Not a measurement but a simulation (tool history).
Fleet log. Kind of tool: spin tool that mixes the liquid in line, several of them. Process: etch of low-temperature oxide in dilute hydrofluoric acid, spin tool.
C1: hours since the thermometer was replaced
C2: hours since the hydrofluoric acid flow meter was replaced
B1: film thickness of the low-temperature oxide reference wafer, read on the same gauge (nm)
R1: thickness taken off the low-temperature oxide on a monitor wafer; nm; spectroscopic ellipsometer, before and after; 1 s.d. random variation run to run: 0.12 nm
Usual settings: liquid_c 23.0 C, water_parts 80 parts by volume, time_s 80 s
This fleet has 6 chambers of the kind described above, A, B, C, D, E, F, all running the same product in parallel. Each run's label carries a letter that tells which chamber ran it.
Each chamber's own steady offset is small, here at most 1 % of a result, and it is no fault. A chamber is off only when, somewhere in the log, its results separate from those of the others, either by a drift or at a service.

Run 1B, day 0.454: usual settings; C1 226.2; C2 1432.6; B1 119.96. Result: R1 22.462 nm.
Run 2F, day 0.812: usual settings; C1 1114.1; C2 677.9; B1 119.98. Result: R1 22.686 nm.
Run 3E, day 1.225: usual settings; C1 1094.8; C2 685.5; B1 120.00. Result: R1 22.474 nm.
Run 4A, day 1.538: usual settings; C1 911.3; C2 463.4; B1 120.01. Result: R1 22.643 nm.
Run 5C, day 1.879: usual settings; C1 1023.2; C2 1431.0; B1 120.02. Result: R1 22.237 nm.
Run 6D, day 2.279: usual settings; C1 174.0; C2 537.4; B1 120.01. Result: R1 22.638 nm.
Run 7F, day 2.492: usual settings; C1 1154.4; C2 718.2; B1 120.02. Result: R1 22.625 nm.
Run 8E, day 2.817: usual settings but water_parts 115 parts by volume; C1 1133.0; C2 723.7; B1 120.04. Result: R1 14.896 nm.
Run 9B, day 3.233: usual settings but water_parts 115 parts by volume; C1 292.9; C2 1499.3; B1 119.96. Result: R1 15.250 nm.
Run 10D, day 3.675: usual settings but water_parts 115 parts by volume; C1 207.5; C2 570.9; B1 120.00. Result: R1 15.129 nm.
Run 11A, day 4.092: usual settings but water_parts 115 parts by volume; C1 972.6; C2 524.7; B1 119.98. Result: R1 15.107 nm.
Run 12C, day 4.454: usual settings but water_parts 115 parts by volume; C1 1085.0; C2 1492.8; B1 119.98. Result: R1 14.948 nm.
Run 13E, day 4.883: usual settings but water_parts 115 parts by volume; C1 1182.6; C2 773.3; B1 119.98. Result: R1 14.762 nm.
Run 14B, day 5.233: usual settings; C1 340.9; C2 1547.3; B1 120.02. Result: R1 22.594 nm.
Run 15C, day 5.517: usual settings but water_parts 45 parts by volume, time_s 115 s; C1 1110.5; C2 1518.3; B1 119.99. Result: R1 59.950 nm.
Run 16A, day 5.867: usual settings but water_parts 45 parts by volume, time_s 115 s; C1 1015.2; C2 567.3; B1 120.00. Result: R1 59.889 nm.
Run 17F, day 6.171: usual settings but water_parts 45 parts by volume, time_s 115 s; C1 1242.7; C2 806.5; B1 120.00. Result: R1 60.886 nm.
Run 18D, day 6.562: usual settings but water_parts 45 parts by volume, time_s 115 s; C1 276.8; C2 640.2; B1 120.02. Result: R1 60.480 nm.
At day 6.762: chamber D: hydrofluoric acid flow meter replaced.
Run 19E, day 6.892: usual settings but water_parts 45 parts by volume, time_s 115 s; C1 1230.8; C2 821.5; B1 120.02. Result: R1 60.404 nm.
Run 20F, day 7.200: usual settings but water_parts 45 parts by volume, time_s 115 s; C1 1267.4; C2 831.2; B1 119.99. Result: R1 60.846 nm.
Run 21B, day 7.571: usual settings but water_parts 45 parts by volume; C1 397.0; C2 1603.4; B1 120.03. Result: R1 41.953 nm.
Run 22C, day 7.933: usual settings but water_parts 45 parts by volume; C1 1168.5; C2 1576.3; B1 119.97. Result: R1 42.147 nm.
Run 23D, day 8.388: usual settings but water_parts 45 parts by volume; C1 320.6; C2 39.0; B1 120.01. Result: R1 41.784 nm.
Run 24A, day 8.704: usual settings but water_parts 45 parts by volume; C1 1083.3; C2 635.4; B1 119.98. Result: R1 41.094 nm.
Run 25E, day 9.150: usual settings but water_parts 45 parts by volume; C1 1285.0; C2 875.7; B1 119.98. Result: R1 41.573 nm.
Run 26A, day 9.525: usual settings but water_parts 45 parts by volume; C1 1103.0; C2 655.1; B1 119.97. Result: R1 40.930 nm.
Run 27F, day 9.933: usual settings; C1 1333.0; C2 896.8; B1 119.99. Result: R1 22.334 nm.
Run 28B, day 10.258: usual settings; C1 461.5; C2 1667.9; B1 120.02. Result: R1 22.654 nm.
At day 10.467: chamber A: thermometer replaced.
Run 29D, day 10.671: usual settings; C1 375.4; C2 93.8; B1 120.03. Result: R1 22.788 nm.
Run 30C, day 11.071: usual settings; C1 1243.8; C2 1651.6; B1 120.00. Result: R1 22.374 nm.
Run 31B, day 11.500: usual settings; C1 491.3; C2 1697.7; B1 120.00. Result: R1 22.543 nm.
Run 32D, day 11.717: usual settings; C1 400.5; C2 118.9; B1 119.99. Result: R1 22.474 nm.
Run 33C, day 12.017: usual settings; C1 1266.5; C2 1674.3; B1 119.99. Result: R1 22.587 nm.
Run 34E, day 12.238: usual settings; C1 1359.1; C2 949.8; B1 119.98. Result: R1 22.402 nm.
Run 35A, day 12.475: usual settings; C1 48.2; C2 725.9; B1 119.95. Result: R1 22.642 nm.
Run 36F, day 12.771: usual settings but liquid_c 25.5 C, water_parts 55 parts by volume; C1 1401.1; C2 964.9; B1 119.95. Result: R1 37.631 nm.
Run 37D, day 13.050: usual settings but liquid_c 25.5 C, water_parts 55 parts by volume; C1 432.5; C2 150.9; B1 119.99. Result: R1 37.538 nm.
Run 38C, day 13.458: usual settings but liquid_c 25.5 C, water_parts 55 parts by volume; C1 1301.1; C2 1708.9; B1 119.98. Result: R1 37.089 nm.

Read the log: is a single chamber off, either drifting away or since a service, is the gauge that measures every chamber drifting, or is nothing wrong beyond small per-chamber offsets? Name any odd chamber and what most likely caused it.

All chambers stay in line apart from their small fixed offsets, and the gauge does not drift.
